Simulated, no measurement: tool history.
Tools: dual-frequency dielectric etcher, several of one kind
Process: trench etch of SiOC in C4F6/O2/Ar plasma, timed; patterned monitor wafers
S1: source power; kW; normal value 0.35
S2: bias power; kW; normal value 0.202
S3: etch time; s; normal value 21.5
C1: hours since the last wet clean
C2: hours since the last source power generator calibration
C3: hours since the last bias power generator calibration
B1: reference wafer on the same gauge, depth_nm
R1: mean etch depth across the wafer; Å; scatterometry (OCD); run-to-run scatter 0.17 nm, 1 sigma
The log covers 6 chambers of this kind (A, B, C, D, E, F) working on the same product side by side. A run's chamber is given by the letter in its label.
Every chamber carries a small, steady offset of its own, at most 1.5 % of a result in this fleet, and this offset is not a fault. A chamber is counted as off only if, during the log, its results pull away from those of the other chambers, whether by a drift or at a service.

Run 1F, day 0.442: usual settings; C1 225.6; C2 877.1; C3 1935.4; B1 38.899. Result: R1 438.51 Å.
Run 2A, day 0.721: usual settings; C1 300.1; C2 2464.9; C3 475.3; B1 38.936. Result: R1 436.37 Å.
At day 1.058: chamber E: wet clean of the chamber.
Run 3B, day 1.288: usual settings; C1 91.1; C2 2116.6; C3 1903.1; B1 38.896. Result: R1 446.87 Å.
Run 4C, day 1.671: usual settings; C1 375.8; C2 632.7; C3 3503.7; B1 38.929. Result: R1 434.11 Å.
At day 1.775: chamber C: wet clean of the chamber.
Run 5D, day 2.079: usual settings; C1 429.2; C2 3838; C3 2242.6; B1 38.888. Result: R1 437.39 Å.
Run 6E, day 2.5: usual settings; C1 34.7; C2 639.8; C3 860.1; B1 38.876. Result: R1 439.85 Å.
Run 7E, day 2.792: usual settings; C1 41.7; C2 646.8; C3 867.1; B1 38.925. Result: R1 437.55 Å.
Run 8D, day 3.146: usual settings; C1 454.8; C2 3863.6; C3 2268.2; B1 38.878. Result: R1 434.4 Å.
Run 9B, day 3.475: usual settings but S1 0.38 kW; C1 143.6; C2 2169.1; C3 1955.6; B1 38.916. Result: R1 459.7 Å.
Run 10F, day 3.904: usual settings but S1 0.38 kW; C1 308.7; C2 960.2; C3 2018.5; B1 38.894. Result: R1 451.36 Å.
Run 11A, day 4.262: usual settings but S1 0.38 kW; C1 385.1; C2 2549.9; C3 560.3; B1 38.904. Result: R1 455.6 Å.
Run 12C, day 4.679: usual settings but S1 0.38 kW; C1 69.8; C2 704.9; C3 3575.9; B1 38.863. Result: R1 452.59 Å.
At day 5.062: chamber F: wet clean of the chamber.
Run 13D, day 5.175: usual settings but S1 0.38 kW; C1 503.5; C2 3912.3; C3 2316.9; B1 38.927. Result: R1 448.81 Å.
Run 14F, day 5.562: usual settings but S1 0.38 kW; C1 12.1; C2 1000; C3 2058.3; B1 38.917. Result: R1 452.14 Å.
At day 5.712: chamber A: wet clean of the chamber.
Run 15A, day 5.875: usual settings; C1 4; C2 2588.6; C3 599; B1 38.893. Result: R1 436.96 Å.
At day 5.975: chamber D: wet clean of the chamber.
Run 16E, day 6.25: usual settings; C1 124.7; C2 729.8; C3 950.1; B1 38.883. Result: R1 440.47 Å.
Run 17C, day 6.512: usual settings; C1 113.8; C2 748.9; C3 3619.9; B1 38.885. Result: R1 438.1 Å.
Run 18B, day 7.1: usual settings; C1 230.6; C2 2256.1; C3 2042.6; B1 38.904. Result: R1 444.36 Å.
Run 19F, day 7.617: usual settings; C1 61.4; C2 1049.3; C3 2107.6; B1 38.908. Result: R1 438.39 Å.
Run 20E, day 8.117: usual settings; C1 169.5; C2 774.6; C3 994.9; B1 38.897. Result: R1 437.59 Å.
Run 21C, day 8.462: usual settings; C1 160.6; C2 795.7; C3 3666.7; B1 38.891. Result: R1 439.76 Å.
Run 22B, day 8.921: usual settings; C1 274.3; C2 2299.8; C3 2086.3; B1 38.87. Result: R1 446.58 Å.
Run 23D, day 9.258: usual settings; C1 78.8; C2 4010.3; C3 2414.9; B1 38.879. Result: R1 416.63 Å.
At day 9.279: chamber C: bias power generator calibrated.
At day 9.458: chamber D: bias power generator calibrated.
Run 24A, day 9.55: usual settings; C1 92.2; C2 2676.8; C3 687.2; B1 38.885. Result: R1 436.87 Å.
Run 25C, day 9.958: usual settings but S3 18 s; C1 196.5; C2 831.6; C3 16.3; B1 38.908. Result: R1 367.1 Å.
Run 26D, day 10.321: usual settings but S3 18 s; C1 104.3; C2 4035.8; C3 20.7; B1 38.907. Result: R1 351.45 Å.
Run 27F, day 10.808: usual settings but S3 18 s; C1 138; C2 1125.9; C3 2184.2; B1 38.912. Result: R1 370.35 Å.
Run 28B, day 11.192: usual settings but S3 18 s; C1 328.8; C2 2354.3; C3 2140.8; B1 38.898. Result: R1 371.17 Å.
Run 29E, day 11.654: usual settings but S3 18 s; C1 254.4; C2 859.5; C3 1079.8; B1 38.871. Result: R1 368.79 Å.
Run 30A, day 12.079: usual settings but S3 18 s; C1 152.9; C2 2737.5; C3 747.9; B1 38.928. Result: R1 366.29 Å.
Run 31B, day 12.433: usual settings; C1 358.6; C2 2384.1; C3 2170.6; B1 38.929. Result: R1 447.42 Å.
Run 32C, day 13.021: usual settings; C1 270; C2 905.1; C3 89.8; B1 38.882. Result: R1 434.78 Å.
Run 33D, day 13.467: usual settings; C1 179.8; C2 4111.3; C3 96.2; B1 38.893. Result: R1 419.76 Å.
Run 34E, day 13.925: usual settings but S1 0.43 kW, S3 27 s; C1 308.9; C2 914; C3 1134.3; B1 38.925. Result: R1 599.63 Å.
Run 35F, day 14.471: usual settings but S1 0.43 kW, S3 27 s; C1 225.9; C2 1213.8; C3 2272.1; B1 38.926. Result: R1 599.18 Å.
Run 36A, day 14.871: usual settings but S1 0.43 kW, S3 27 s; C1 219.9; C2 2804.5; C3 814.9; B1 38.9. Result: R1 596.8 Å.
At day 15.1: chamber C: wet clean of the chamber.
Run 37C, day 15.292: usual settings but S1 0.43 kW, S3 27 s; C1 4.6; C2 959.6; C3 144.3; B1 38.873. Result: R1 595.29 Å.
Run 38B, day 15.671: usual settings but S1 0.43 kW, S3 27 s; C1 436.3; C2 2461.8; C3 2248.3; B1 38.929. Result: R1 602.2 Å.
Run 39F, day 15.996: usual settings but S1 0.43 kW, S3 27 s; C1 262.5; C2 1250.4; C3 2308.7; B1 38.875. Result: R1 595.68 Å.
Run 40A, day 16.321: usual settings; C1 254.7; C2 2839.3; C3 849.7; B1 38.909. Result: R1 438.14 Å.
Run 41E, day 16.788: usual settings; C1 377.6; C2 982.7; C3 1203; B1 38.901. Result: R1 442.02 Å.
Run 42D, day 17.175: usual settings; C1 268.8; C2 4200.3; C3 185.2; B1 38.903. Result: R1 418.88 Å.

Read the log: is a single chamber off, either drifting away or since a service, is the gauge that measures every chamber drifting, or is nothing wrong beyond small per-chamber offsets? Name any odd chamber and what most likely caused it.

The work done on chamber D during a service left it standing apart from the others.
What lies behind it: etch rate under this chamber's usual, % = 3.69.

Which of the 4 candidates below, each the usual settings with something changed and its results left as question marks, puts chamber D back in line with what the other chambers give on the usual settings?
In-line tolerance around the mean of the other chambers on the usual settings: R1 6 Å
Run 43D-1, day 17.596: usual settings but S1 0.38 kW, S2 0.214 kW. Result: R1 ?.
Run 43D-2, day 17.596: usual settings but S2 0.2 kW, S3 20.5 s. Result: R1 ?.
Run 43D-3, day 17.596: usual settings but S1 0.27 kW. Result: R1 ?.
Run 43D-4, day 17.596: usual settings but S2 0.269 kW. Result: R1 ?.

Average result of the remaining chambers running the usual settings: R1 439.78 Å
  run      R1
43D-1  441.29
43D-2  398.79
43D-3  380.16
43D-4  462.13
43D-1 is the one that brings the chamber's results back in line with the other chambers.

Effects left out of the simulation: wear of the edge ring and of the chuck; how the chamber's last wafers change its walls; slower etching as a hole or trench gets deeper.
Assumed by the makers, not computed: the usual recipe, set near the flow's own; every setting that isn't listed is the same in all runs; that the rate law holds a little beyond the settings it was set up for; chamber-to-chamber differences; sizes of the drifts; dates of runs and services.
